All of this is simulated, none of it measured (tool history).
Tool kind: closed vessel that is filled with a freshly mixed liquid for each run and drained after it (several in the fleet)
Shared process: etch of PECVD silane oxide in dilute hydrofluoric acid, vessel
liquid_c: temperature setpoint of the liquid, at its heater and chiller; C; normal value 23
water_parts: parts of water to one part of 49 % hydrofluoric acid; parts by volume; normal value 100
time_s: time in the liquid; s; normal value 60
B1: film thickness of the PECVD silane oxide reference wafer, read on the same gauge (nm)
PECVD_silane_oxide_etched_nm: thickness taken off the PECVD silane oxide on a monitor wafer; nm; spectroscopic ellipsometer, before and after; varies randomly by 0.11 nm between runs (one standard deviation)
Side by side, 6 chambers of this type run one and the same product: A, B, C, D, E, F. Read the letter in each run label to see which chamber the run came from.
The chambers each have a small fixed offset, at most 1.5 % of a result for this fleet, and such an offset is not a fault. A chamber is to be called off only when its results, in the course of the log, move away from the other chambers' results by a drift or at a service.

Run 1C, hour 5.9: usual settings; B1 100.000. Result: PECVD_silane_oxide_etched_nm 28.865 nm.
At hour 7.5: chamber D: thermometer replaced.
Run 2F, hour 12.8: usual settings; B1 100.030. Result: PECVD_silane_oxide_etched_nm 28.515 nm.
Run 3B, hour 16.9: usual settings; B1 100.000. Result: PECVD_silane_oxide_etched_nm 28.786 nm.
Run 4E, hour 24.5: usual settings; B1 100.020. Result: PECVD_silane_oxide_etched_nm 28.631 nm.
Run 5A, hour 28.9: usual settings; B1 99.981. Result: PECVD_silane_oxide_etched_nm 28.844 nm.
Run 6D, hour 33.3: usual settings but water_parts 55 parts by volume, time_s 45 s; B1 99.960. Result: PECVD_silane_oxide_etched_nm 40.800 nm.
Run 7E, hour 40.5: usual settings but water_parts 55 parts by volume, time_s 45 s; B1 99.976. Result: PECVD_silane_oxide_etched_nm 40.906 nm.
Run 8A, hour 48.6: usual settings but water_parts 55 parts by volume, time_s 45 s; B1 100.020. Result: PECVD_silane_oxide_etched_nm 41.463 nm.
Run 9B, hour 56.7: usual settings but water_parts 55 parts by volume, time_s 45 s; B1 99.970. Result: PECVD_silane_oxide_etched_nm 40.624 nm.
Run 10C, hour 63.3: usual settings but water_parts 55 parts by volume, time_s 45 s; B1 99.991. Result: PECVD_silane_oxide_etched_nm 41.388 nm.
Run 11D, hour 67.5: usual settings but water_parts 55 parts by volume, time_s 45 s; B1 99.961. Result: PECVD_silane_oxide_etched_nm 40.406 nm.
Run 12F, hour 71.6: usual settings; B1 99.956. Result: PECVD_silane_oxide_etched_nm 28.670 nm.
Run 13D, hour 79.2: usual settings; B1 100.000. Result: PECVD_silane_oxide_etched_nm 28.359 nm.
Run 14B, hour 83.5: usual settings; B1 100.030. Result: PECVD_silane_oxide_etched_nm 28.464 nm.
Run 15F, hour 88.1: usual settings; B1 100.000. Result: PECVD_silane_oxide_etched_nm 28.606 nm.
Run 16A, hour 94.5: usual settings but liquid_c 26 C, water_parts 130 parts by volume; B1 100.020. Result: PECVD_silane_oxide_etched_nm 24.183 nm.
Run 17C, hour 101.9: usual settings but liquid_c 26 C, water_parts 130 parts by volume; B1 100.010. Result: PECVD_silane_oxide_etched_nm 24.197 nm.
Run 18E, hour 107.7: usual settings but liquid_c 26 C, water_parts 130 parts by volume; B1 99.957. Result: PECVD_silane_oxide_etched_nm 23.777 nm.
Run 19E, hour 113.4: usual settings but liquid_c 26 C, water_parts 130 parts by volume; B1 99.972. Result: PECVD_silane_oxide_etched_nm 23.880 nm.
Run 20D, hour 118.7: usual settings but liquid_c 26 C, water_parts 130 parts by volume; B1 100.020. Result: PECVD_silane_oxide_etched_nm 23.578 nm.
Run 21C, hour 123.8: usual settings but liquid_c 26 C, water_parts 130 parts by volume; B1 99.956. Result: PECVD_silane_oxide_etched_nm 24.189 nm.
Run 22F, hour 129.4: usual settings but water_parts 120 parts by volume; B1 100.010. Result: PECVD_silane_oxide_etched_nm 23.277 nm.
Run 23B, hour 136.6: usual settings but water_parts 120 parts by volume; B1 99.979. Result: PECVD_silane_oxide_etched_nm 23.044 nm.
Run 24A, hour 142.5: usual settings but water_parts 120 parts by volume; B1 99.993. Result: PECVD_silane_oxide_etched_nm 23.418 nm.
Run 25B, hour 148.6: usual settings but water_parts 120 parts by volume; B1 100.040. Result: PECVD_silane_oxide_etched_nm 22.883 nm.
Run 26E, hour 154.5: usual settings but water_parts 120 parts by volume; B1 99.971. Result: PECVD_silane_oxide_etched_nm 22.976 nm.
Run 27A, hour 160.2: usual settings but water_parts 120 parts by volume; B1 99.994. Result: PECVD_silane_oxide_etched_nm 23.497 nm.
Run 28D, hour 165.3: usual settings; B1 100.030. Result: PECVD_silane_oxide_etched_nm 28.494 nm.
Run 29C, hour 173.0: usual settings; B1 99.987. Result: PECVD_silane_oxide_etched_nm 28.747 nm.
Run 30F, hour 181.0: usual settings; B1 99.979. Result: PECVD_silane_oxide_etched_nm 28.817 nm.
Run 31A, hour 186.4: usual settings; B1 99.999. Result: PECVD_silane_oxide_etched_nm 28.900 nm.
At hour 186.7: chamber A: thermometer replaced.
Run 32F, hour 192.4: usual settings; B1 100.020. Result: PECVD_silane_oxide_etched_nm 28.604 nm.
At hour 196.2: chamber C: hydrofluoric acid flow meter replaced.
Run 33D, hour 197.4: usual settings; B1 99.977. Result: PECVD_silane_oxide_etched_nm 28.320 nm.
Run 34E, hour 204.4: usual settings; B1 100.020. Result: PECVD_silane_oxide_etched_nm 28.423 nm.
Run 35C, hour 211.9: usual settings; B1 100.020. Result: PECVD_silane_oxide_etched_nm 28.855 nm.
Run 36B, hour 215.6: usual settings; B1 99.973. Result: PECVD_silane_oxide_etched_nm 27.604 nm.
Run 37B, hour 219.4: usual settings; B1 100.020. Result: PECVD_silane_oxide_etched_nm 27.848 nm.
Run 38F, hour 224.7: usual settings; B1 99.976. Result: PECVD_silane_oxide_etched_nm 28.715 nm.
Run 39D, hour 230.9: usual settings; B1 99.999. Result: PECVD_silane_oxide_etched_nm 28.429 nm.
Run 40C, hour 238.6: usual settings; B1 99.996. Result: PECVD_silane_oxide_etched_nm 28.727 nm.
At hour 239.6: chamber A: hydrofluoric acid flow meter replaced.
Run 41E, hour 246.2: usual settings; B1 99.980. Result: PECVD_silane_oxide_etched_nm 28.468 nm.
Run 42A, hour 250.6: usual settings but liquid_c 26 C; B1 100.040. Result: PECVD_silane_oxide_etched_nm 32.662 nm.
Run 43E, hour 256.8: usual settings but liquid_c 26 C; B1 99.997. Result: PECVD_silane_oxide_etched_nm 32.037 nm.

Next, every chamber runs the same settings. What will each give?
Run 44A, hour 262.6: usual settings but water_parts 60 parts by volume. Result: PECVD_silane_oxide_etched_nm ?.
Run 44B, hour 262.6: usual settings but water_parts 60 parts by volume. Result: PECVD_silane_oxide_etched_nm ?.
Run 44C, hour 262.6: usual settings but water_parts 60 parts by volume. Result: PECVD_silane_oxide_etched_nm ?.
Run 44D, hour 262.6: usual settings but water_parts 60 parts by volume. Result: PECVD_silane_oxide_etched_nm ?.
Run 44E, hour 262.6: usual settings but water_parts 60 parts by volume. Result: PECVD_silane_oxide_etched_nm ?.
Run 44F, hour 262.6: usual settings but water_parts 60 parts by volume. Result: PECVD_silane_oxide_etched_nm ?.

run  PECVD_silane_oxide_etched_nm
44A                        50.772
44B                        47.990
44C                        49.955
44D                        49.885
44E                        49.451
44F                        50.536

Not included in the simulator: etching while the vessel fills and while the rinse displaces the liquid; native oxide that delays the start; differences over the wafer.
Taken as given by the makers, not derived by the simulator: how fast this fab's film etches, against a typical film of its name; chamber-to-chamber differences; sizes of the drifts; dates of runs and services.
